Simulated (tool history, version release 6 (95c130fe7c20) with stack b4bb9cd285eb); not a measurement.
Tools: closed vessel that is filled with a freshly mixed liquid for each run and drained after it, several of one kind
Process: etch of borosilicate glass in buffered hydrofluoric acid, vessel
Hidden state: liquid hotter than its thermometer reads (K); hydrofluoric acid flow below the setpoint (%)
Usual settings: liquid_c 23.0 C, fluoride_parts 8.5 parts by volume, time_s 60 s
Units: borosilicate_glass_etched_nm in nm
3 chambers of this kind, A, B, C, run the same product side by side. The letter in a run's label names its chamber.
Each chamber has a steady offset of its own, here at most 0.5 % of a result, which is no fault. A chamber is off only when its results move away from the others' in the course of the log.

| run | hour | liquid_c | fluoride_parts | time_s | hours since the thermometer was replaced | hours since the hydrofluoric acid flow meter was replaced | read-back film thickness of the borosilicate glass reference wafer, read on the same gauge (nm) | borosilicate_glass_etched_nm |
|---|---|---|---|---|---|---|---|---|
| 1B | 5.0 | 23.0 | 8.5 | 60 | 624.2 | 494.2 | 119.99 | 79.827 |
| 2C | 8.7 | 23.0 | 8.5 | 60 | 301.8 | 829.6 | 119.98 | 80.494 |
| 3A | 13.3 | 23.0 | 8.5 | 60 | 539.9 | 1265.8 | 120.01 | 80.108 |
| 4A | 16.0 | 23.0 | 8.5 | 60 | 542.6 | 1268.5 | 120.00 | 79.816 |
| 5C | 20.2 | 23.0 | 8.5 | 60 | 313.3 | 841.1 | 120.00 | 80.688 |
| 6B | 25.4 | 23.0 | 8.5 | 60 | 644.6 | 514.6 | 120.02 | 80.691 |
| 7B | 28.1 | 23.0 | 8.5 | 60 | 647.3 | 517.3 | 120.04 | 80.702 |
| 8C | 33.6 | 23.0 | 8.5 | 60 | 326.7 | 854.5 | 119.99 | 80.019 |
| 9A | 37.9 | 23.0 | 8.5 | 60 | 564.5 | 1290.4 | 119.99 | 80.275 |
| 10B | 43.6 | 23.0 | 8.5 | 60 | 662.8 | 532.8 | 119.98 | 80.247 |
| 11C | 49.1 | 23.0 | 8.5 | 45 | 342.2 | 870.0 | 120.02 | 61.080 |
|  | 51.1 | chamber A: hydrofluoric acid flow meter replaced |
| 12A | 52.1 | 23.0 | 8.5 | 45 | 578.7 | 1.1 | 119.99 | 60.927 |
| 13A | 55.6 | 23.0 | 8.5 | 45 | 582.2 | 4.6 | 119.99 | 60.279 |
| 14B | 58.5 | 23.0 | 8.5 | 60 | 677.7 | 547.7 | 120.01 | 80.832 |
| 15C | 63.9 | 23.0 | 8.5 | 60 | 357.0 | 884.8 | 119.98 | 80.820 |
| 16C | 69.3 | 23.0 | 8.5 | 60 | 362.4 | 890.2 | 120.01 | 80.034 |
| 17A | 74.2 | 21.5 | 8.5 | 60 | 600.8 | 23.2 | 120.01 | 73.723 |
| 18B | 79.5 | 21.5 | 8.5 | 60 | 698.7 | 568.7 | 120.03 | 73.927 |
| 19C | 83.5 | 21.5 | 8.5 | 60 | 376.6 | 904.4 | 119.97 | 73.896 |
| 20A | 87.5 | 23.0 | 5.0 | 60 | 614.1 | 36.5 | 120.00 | 134.420 |
| 21B | 90.6 | 23.0 | 5.0 | 60 | 709.8 | 579.8 | 120.02 | 136.980 |
| 22A | 94.3 | 23.0 | 5.0 | 60 | 620.9 | 43.3 | 120.01 | 133.680 |
| 23B | 97.8 | 23.0 | 8.5 | 60 | 717.0 | 587.0 | 119.99 | 79.734 |
| 24C | 100.9 | 23.0 | 8.5 | 60 | 394.0 | 921.8 | 120.02 | 79.425 |
| 25C | 106.1 | 23.0 | 8.5 | 60 | 399.2 | 927.0 | 120.02 | 80.003 |
| 26B | 111.6 | 23.0 | 8.5 | 60 | 730.8 | 600.8 | 120.01 | 81.032 |
| 27A | 115.2 | 23.0 | 8.5 | 60 | 641.8 | 64.2 | 120.00 | 79.799 |
| 28B | 120.4 | 23.0 | 8.5 | 60 | 739.6 | 609.6 | 119.99 | 80.107 |
| 29C | 123.9 | 23.0 | 8.5 | 60 | 417.0 | 944.8 | 120.01 | 80.953 |
| 30A | 129.2 | 23.0 | 8.5 | 60 | 655.8 | 78.2 | 119.98 | 79.522 |
| 31B | 132.6 | 23.0 | 8.5 | 60 | 751.8 | 621.8 | 120.00 | 80.062 |
| 32A | 137.1 | 23.0 | 8.5 | 60 | 663.7 | 86.1 | 120.02 | 79.782 |
| 33C | 139.8 | 23.0 | 8.5 | 60 | 432.9 | 960.7 | 120.00 | 79.989 |

Next, every chamber runs the same settings. What will each give?
| 34A | 143.9 | 23.0 | 8.5 | 60 |  |  |  | ? |
| 34B | 143.9 | 23.0 | 8.5 | 60 |  |  |  | ? |
| 34C | 143.9 | 23.0 | 8.5 | 60 |  |  |  | ? |

| run | borosilicate_glass_etched_nm |
|---|---|
| 34A | 80.411 |
| 34B | 80.488 |
| 34C | 80.203 |

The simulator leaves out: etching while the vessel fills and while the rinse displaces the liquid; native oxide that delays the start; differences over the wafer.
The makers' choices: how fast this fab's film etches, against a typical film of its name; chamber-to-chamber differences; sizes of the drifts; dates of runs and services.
